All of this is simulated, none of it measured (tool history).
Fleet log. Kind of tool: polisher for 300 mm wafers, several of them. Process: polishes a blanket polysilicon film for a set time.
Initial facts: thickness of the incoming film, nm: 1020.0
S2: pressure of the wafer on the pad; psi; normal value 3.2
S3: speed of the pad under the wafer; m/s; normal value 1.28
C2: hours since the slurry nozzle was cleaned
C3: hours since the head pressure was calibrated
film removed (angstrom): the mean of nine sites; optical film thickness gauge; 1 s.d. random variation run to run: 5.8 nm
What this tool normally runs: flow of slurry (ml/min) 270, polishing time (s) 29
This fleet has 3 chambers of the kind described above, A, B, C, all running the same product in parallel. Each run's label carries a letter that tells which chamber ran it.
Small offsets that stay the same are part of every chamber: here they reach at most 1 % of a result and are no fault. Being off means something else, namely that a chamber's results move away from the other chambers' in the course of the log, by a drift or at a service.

{"run": "1A", "hour": 10.6, "flow of slurry (ml/min)": 270, "S2": 3.2, "S3": 1.28, "polishing time (s)": 29, "wafers polished on this pad": 608, "C2": 148.4, "C3": 342.2, "film removed (angstrom)": 4183.2}
{"run": "2B", "hour": 18.6, "flow of slurry (ml/min)": 270, "S2": 3.2, "S3": 1.28, "polishing time (s)": 29, "wafers polished on this pad": 678, "C2": 474.5, "C3": 428.8, "film removed (angstrom)": 4246.7}
{"hour": 28.0, "done": "chamber B: worn pad replaced by a new one"}
{"run": "3C", "hour": 28.4, "flow of slurry (ml/min)": 270, "S2": 3.2, "S3": 1.28, "polishing time (s)": 29, "wafers polished on this pad": 1555, "C2": 173.1, "C3": 503.5, "film removed (angstrom)": 4143.8}
{"hour": 34.7, "done": "chamber C: worn pad replaced by a new one"}
{"run": "4C", "hour": 43.9, "flow of slurry (ml/min)": 270, "S2": 3.2, "S3": 1.28, "polishing time (s)": 29, "wafers polished on this pad": 87, "C2": 188.6, "C3": 519.0, "film removed (angstrom)": 4205.2}
{"run": "5B", "hour": 58.4, "flow of slurry (ml/min)": 270, "S2": 4.1, "S3": 1.28, "polishing time (s)": 29, "wafers polished on this pad": 289, "C2": 514.3, "C3": 468.6, "film removed (angstrom)": 5305.3}
{"run": "6A", "hour": 67.1, "flow of slurry (ml/min)": 270, "S2": 4.1, "S3": 1.28, "polishing time (s)": 29, "wafers polished on this pad": 1146, "C2": 204.9, "C3": 398.7, "film removed (angstrom)": 5465.1}
{"run": "7B", "hour": 79.7, "flow of slurry (ml/min)": 270, "S2": 4.1, "S3": 1.28, "polishing time (s)": 29, "wafers polished on this pad": 492, "C2": 535.6, "C3": 489.9, "film removed (angstrom)": 5304.0}
{"run": "8A", "hour": 88.3, "flow of slurry (ml/min)": 270, "S2": 3.2, "S3": 1.28, "polishing time (s)": 29, "wafers polished on this pad": 1348, "C2": 226.1, "C3": 419.9, "film removed (angstrom)": 4243.8}
{"run": "9C", "hour": 97.7, "flow of slurry (ml/min)": 270, "S2": 4.2, "S3": 1.28, "polishing time (s)": 26, "wafers polished on this pad": 600, "C2": 242.4, "C3": 572.8, "film removed (angstrom)": 5003.5}
{"run": "10B", "hour": 106.9, "flow of slurry (ml/min)": 270, "S2": 4.2, "S3": 1.28, "polishing time (s)": 26, "wafers polished on this pad": 751, "C2": 562.8, "C3": 517.1, "film removed (angstrom)": 4998.0}
{"run": "11C", "hour": 119.5, "flow of slurry (ml/min)": 270, "S2": 4.2, "S3": 1.28, "polishing time (s)": 26, "wafers polished on this pad": 807, "C2": 264.2, "C3": 594.6, "film removed (angstrom)": 4896.6}
{"run": "12A", "hour": 129.4, "flow of slurry (ml/min)": 270, "S2": 3.2, "S3": 1.28, "polishing time (s)": 29, "wafers polished on this pad": 1740, "C2": 267.2, "C3": 461.0, "film removed (angstrom)": 4254.0}
{"hour": 134.9, "done": "chamber B: worn pad replaced by a new one"}
{"hour": 142.1, "done": "chamber C: head pressure recalibrated"}
{"run": "13C", "hour": 143.6, "flow of slurry (ml/min)": 270, "S2": 3.2, "S3": 1.28, "polishing time (s)": 29, "wafers polished on this pad": 1037, "C2": 288.3, "C3": 1.6, "film removed (angstrom)": 4155.4}
{"run": "14A", "hour": 159.6, "flow of slurry (ml/min)": 270, "S2": 3.2, "S3": 1.28, "polishing time (s)": 29, "wafers polished on this pad": 2027, "C2": 297.4, "C3": 491.2, "film removed (angstrom)": 4163.5}
{"run": "15B", "hour": 175.0, "flow of slurry (ml/min)": 310, "S2": 3.2, "S3": 1.28, "polishing time (s)": 29, "wafers polished on this pad": 382, "C2": 630.9, "C3": 585.2, "film removed (angstrom)": 4226.4}
{"run": "16A", "hour": 187.2, "flow of slurry (ml/min)": 310, "S2": 3.2, "S3": 1.28, "polishing time (s)": 29, "wafers polished on this pad": 2290, "C2": 325.0, "C3": 518.8, "film removed (angstrom)": 4203.3}
{"hour": 194.4, "done": "chamber A: head pressure recalibrated"}
{"run": "17C", "hour": 200.4, "flow of slurry (ml/min)": 310, "S2": 3.2, "S3": 1.28, "polishing time (s)": 29, "wafers polished on this pad": 1578, "C2": 345.1, "C3": 58.4, "film removed (angstrom)": 4199.5}
{"hour": 201.8, "done": "chamber C: worn pad replaced by a new one"}
{"run": "18B", "hour": 212.4, "flow of slurry (ml/min)": 270, "S2": 3.2, "S3": 1.28, "polishing time (s)": 29, "wafers polished on this pad": 738, "C2": 668.3, "C3": 622.6, "film removed (angstrom)": 4121.2}
{"hour": 220.8, "done": "chamber B: head pressure recalibrated"}
{"run": "19A", "hour": 227.1, "flow of slurry (ml/min)": 270, "S2": 3.8, "S3": 1.28, "polishing time (s)": 29, "wafers polished on this pad": 2670, "C2": 364.9, "C3": 32.8, "film removed (angstrom)": 4984.0}
{"hour": 227.6, "done": "chamber B: worn pad replaced by a new one"}
{"run": "20B", "hour": 235.7, "flow of slurry (ml/min)": 270, "S2": 3.8, "S3": 1.28, "polishing time (s)": 29, "wafers polished on this pad": 77, "C2": 691.6, "C3": 15.0, "film removed (angstrom)": 4825.7}
{"run": "21C", "hour": 244.4, "flow of slurry (ml/min)": 270, "S2": 3.8, "S3": 1.28, "polishing time (s)": 29, "wafers polished on this pad": 406, "C2": 389.1, "C3": 102.4, "film removed (angstrom)": 5077.1}
{"run": "22B", "hour": 254.3, "flow of slurry (ml/min)": 270, "S2": 3.2, "S3": 1.28, "polishing time (s)": 29, "wafers polished on this pad": 254, "C2": 710.2, "C3": 33.6, "film removed (angstrom)": 4219.3}
{"run": "23C", "hour": 262.8, "flow of slurry (ml/min)": 270, "S2": 3.2, "S3": 1.14, "polishing time (s)": 34, "wafers polished on this pad": 581, "C2": 407.5, "C3": 120.8, "film removed (angstrom)": 4433.5}
{"run": "24A", "hour": 271.9, "flow of slurry (ml/min)": 270, "S2": 3.2, "S3": 1.14, "polishing time (s)": 34, "wafers polished on this pad": 3097, "C2": 409.7, "C3": 77.6, "film removed (angstrom)": 4318.1}
{"run": "25B", "hour": 282.6, "flow of slurry (ml/min)": 270, "S2": 3.2, "S3": 1.14, "polishing time (s)": 34, "wafers polished on this pad": 524, "C2": 738.5, "C3": 61.9, "film removed (angstrom)": 4327.1}
{"run": "26A", "hour": 293.6, "flow of slurry (ml/min)": 270, "S2": 3.2, "S3": 1.28, "polishing time (s)": 29, "wafers polished on this pad": 3303, "C2": 431.4, "C3": 99.3, "film removed (angstrom)": 4009.6}
{"hour": 308.4, "done": "chamber B: worn pad replaced by a new one"}
{"run": "27C", "hour": 308.5, "flow of slurry (ml/min)": 270, "S2": 3.2, "S3": 1.28, "polishing time (s)": 29, "wafers polished on this pad": 1016, "C2": 453.2, "C3": 166.5, "film removed (angstrom)": 4201.8}
{"run": "28C", "hour": 320.4, "flow of slurry (ml/min)": 270, "S2": 3.2, "S3": 1.28, "polishing time (s)": 29, "wafers polished on this pad": 1129, "C2": 465.1, "C3": 178.4, "film removed (angstrom)": 4277.1}
{"run": "29B", "hour": 333.9, "flow of slurry (ml/min)": 270, "S2": 3.2, "S3": 1.28, "polishing time (s)": 29, "wafers polished on this pad": 243, "C2": 789.8, "C3": 113.2, "film removed (angstrom)": 4142.0}
{"run": "30A", "hour": 348.5, "flow of slurry (ml/min)": 270, "S2": 3.2, "S3": 1.28, "polishing time (s)": 29, "wafers polished on this pad": 3826, "C2": 486.3, "C3": 154.2, "film removed (angstrom)": 3886.8}
{"run": "31A", "hour": 359.5, "flow of slurry (ml/min)": 270, "S2": 3.2, "S3": 1.28, "polishing time (s)": 29, "wafers polished on this pad": 3931, "C2": 497.3, "C3": 165.2, "film removed (angstrom)": 3982.3}
{"hour": 367.9, "done": "chamber C: worn pad replaced by a new one"}
{"run": "32C", "hour": 367.9, "flow of slurry (ml/min)": 270, "S2": 3.2, "S3": 1.28, "polishing time (s)": 29, "wafers polished on this pad": 0, "C2": 512.6, "C3": 225.9, "film removed (angstrom)": 4287.9}
{"hour": 377.4, "done": "chamber B: slurry nozzle cleaned"}
{"run": "33B", "hour": 383.4, "flow of slurry (ml/min)": 270, "S2": 3.2, "S3": 1.28, "polishing time (s)": 29, "wafers polished on this pad": 714, "C2": 6.1, "C3": 162.7, "film removed (angstrom)": 4093.6}
{"hour": 389.3, "done": "chamber B: worn pad replaced by a new one"}
{"run": "34B", "hour": 393.5, "flow of slurry (ml/min)": 270, "S2": 3.2, "S3": 1.04, "polishing time (s)": 36, "wafers polished on this pad": 40, "C2": 16.2, "C3": 172.8, "film removed (angstrom)": 4235.6}
{"run": "35C", "hour": 402.1, "flow of slurry (ml/min)": 270, "S2": 3.2, "S3": 1.04, "polishing time (s)": 36, "wafers polished on this pad": 325, "C2": 546.8, "C3": 260.1, "film removed (angstrom)": 4366.6}
{"run": "36A", "hour": 411.6, "flow of slurry (ml/min)": 270, "S2": 3.2, "S3": 1.04, "polishing time (s)": 36, "wafers polished on this pad": 4427, "C2": 549.4, "C3": 217.3, "film removed (angstrom)": 3914.1}
{"run": "37C", "hour": 422.1, "flow of slurry (ml/min)": 270, "S2": 3.2, "S3": 1.28, "polishing time (s)": 29, "wafers polished on this pad": 516, "C2": 566.8, "C3": 280.1, "film removed (angstrom)": 4206.7}
{"run": "38B", "hour": 433.2, "flow of slurry (ml/min)": 270, "S2": 3.2, "S3": 1.28, "polishing time (s)": 29, "wafers polished on this pad": 418, "C2": 55.9, "C3": 212.5, "film removed (angstrom)": 4223.9}
{"run": "39A", "hour": 445.1, "flow of slurry (ml/min)": 270, "S2": 3.2, "S3": 1.28, "polishing time (s)": 29, "wafers polished on this pad": 4746, "C2": 582.9, "C3": 250.8, "film removed (angstrom)": 3872.5}
{"run": "40C", "hour": 455.4, "flow of slurry (ml/min)": 270, "S2": 3.2, "S3": 1.28, "polishing time (s)": 29, "wafers polished on this pad": 833, "C2": 600.1, "C3": 313.4, "film removed (angstrom)": 4215.0}
{"run": "41A", "hour": 465.0, "flow of slurry (ml/min)": 270, "S2": 3.2, "S3": 1.28, "polishing time (s)": 29, "wafers polished on this pad": 4936, "C2": 602.8, "C3": 270.7, "film removed (angstrom)": 3825.4}

Predict what each chamber gives when all 3 of them run the settings below next.
{"run": "42A", "hour": 476.6, "flow of slurry (ml/min)": 270, "S2": 3.2, "S3": 1.28, "polishing time (s)": 29, "film removed (angstrom)": "?"}
{"run": "42B", "hour": 476.6, "flow of slurry (ml/min)": 270, "S2": 3.2, "S3": 1.28, "polishing time (s)": 29, "film removed (angstrom)": "?"}
{"run": "42C", "hour": 476.6, "flow of slurry (ml/min)": 270, "S2": 3.2, "S3": 1.28, "polishing time (s)": 29, "film removed (angstrom)": "?"}

run=42A film_removed_(angstrom)=3854.4
run=42B film_removed_(angstrom)=4175.5
run=42C film_removed_(angstrom)=4229.2

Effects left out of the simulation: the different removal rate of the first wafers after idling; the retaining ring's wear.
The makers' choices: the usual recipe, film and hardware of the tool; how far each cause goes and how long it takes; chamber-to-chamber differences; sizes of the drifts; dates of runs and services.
